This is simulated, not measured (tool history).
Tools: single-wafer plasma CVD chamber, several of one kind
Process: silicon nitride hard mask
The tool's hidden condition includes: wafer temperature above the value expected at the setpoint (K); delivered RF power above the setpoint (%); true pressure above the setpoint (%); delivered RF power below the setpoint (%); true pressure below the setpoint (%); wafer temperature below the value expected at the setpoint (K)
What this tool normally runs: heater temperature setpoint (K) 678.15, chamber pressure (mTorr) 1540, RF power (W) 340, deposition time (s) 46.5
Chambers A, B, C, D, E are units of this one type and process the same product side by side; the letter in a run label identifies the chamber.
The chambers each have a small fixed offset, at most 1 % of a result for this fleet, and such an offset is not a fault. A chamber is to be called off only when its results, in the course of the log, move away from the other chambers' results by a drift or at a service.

run,day,heater temperature setpoint (K),chamber pressure (mTorr),RF power (W),deposition time (s),hours since the last thermocouple change,hours since the last RF generator calibration,hours since the last manometer calibration,"read-back reference wafer on the same gauge, thickness_nm",mean film thickness on the monitor wafer (angstrom)
1B,0.162,678.15,1540,340,46.5,637.9,915.9,360.8,66.285,573.22
2D,0.462,678.15,1540,340,46.5,1085.2,777.4,1532.4,66.292,571.38
3E,0.662,678.15,1540,340,46.5,1670.1,598.9,601.8,66.293,578.01
4C,0.942,678.15,1540,340,46.5,1219.5,2123.2,337.6,66.247,574.63
5A,1.229,664.15,1340,340,46.5,140,1080.5,139.3,66.262,549.86
6C,1.492,664.15,1340,340,46.5,1232.7,2136.4,350.8,66.276,556.26
7A,1.688,664.15,1340,340,46.5,151,1091.5,150.3,66.219,548.86
8E,2.025,664.15,1340,340,46.5,1702.8,631.6,634.5,66.237,556.88
9D,2.308,664.15,1340,340,46.5,1129.5,821.7,1576.7,66.214,548.88
10B,2.638,678.15,1540,340,46.5,697.3,975.3,420.2,66.203,574.24
11A,2.983,678.15,1740,340,46.5,182.1,1122.6,181.4,66.185,588.84
12E,3.292,678.15,1740,340,46.5,1733.2,662,664.9,66.178,597.76
13D,3.629,678.15,1740,340,46.5,1161.2,853.4,1608.4,66.189,590.72
14B,3.821,678.15,1740,340,46.5,725.7,1003.7,448.6,66.143,591.88
15C,3.988,678.15,1740,340,46.5,1292.6,2196.3,410.7,66.168,594.08
16C,4.321,678.15,1540,340,46.5,1300.6,2204.3,418.7,66.135,572.88
17B,4.6,678.15,1540,340,46.5,744.4,1022.4,467.3,66.123,571.45
18E,4.942,678.15,1540,340,46.5,1772.8,701.6,704.5,66.124,576.16
19D,5.108,678.15,1540,340,46.5,1196.7,888.9,1643.9,66.106,569.03
20A,5.429,687.15,1540,340,55,240.8,1181.3,240.1,66.119,669.21
21D,5.6,687.15,1540,340,55,1208.5,900.7,1655.7,66.104,671.33
22B,5.875,687.15,1540,340,55,775,1053,497.9,66.091,673.84
23C,6.088,687.15,1540,340,55,1343,2246.7,461.1,66.085,675.41
24E,6.3,687.15,1540,340,55,1805.4,734.2,737.1,66.104,679.09
25A,6.6,678.15,1540,340,46.5,268.9,1209.4,268.2,66.056,566.6
26D,6.812,678.15,1540,340,46.5,1237.6,929.8,1684.8,66.037,568.44
27C,7.129,678.15,1540,340,46.5,1368,2271.7,486.1,66.04,572.68
28A,7.304,678.15,1540,340,46.5,285.8,1226.3,285.1,66.027,567.02
29B,7.683,678.15,1540,340,46.5,818.4,1096.4,541.3,66.025,571.4
30E,7.883,678.15,1540,340,46.5,1843.4,772.2,775.1,66.019,574.85
31B,8.192,678.15,1540,340,46.5,830.6,1108.6,553.5,65.998,571.55

Is one chamber out of step, is the gauge drifting, or do the chambers differ by no more than their own small offsets? For an off chamber, give its letter and the likeliest cause.

The shared gauge is drifting. All chambers look as if they move in step, but none is off.
Most likely cause: gauge reads low (%) = 0.459.
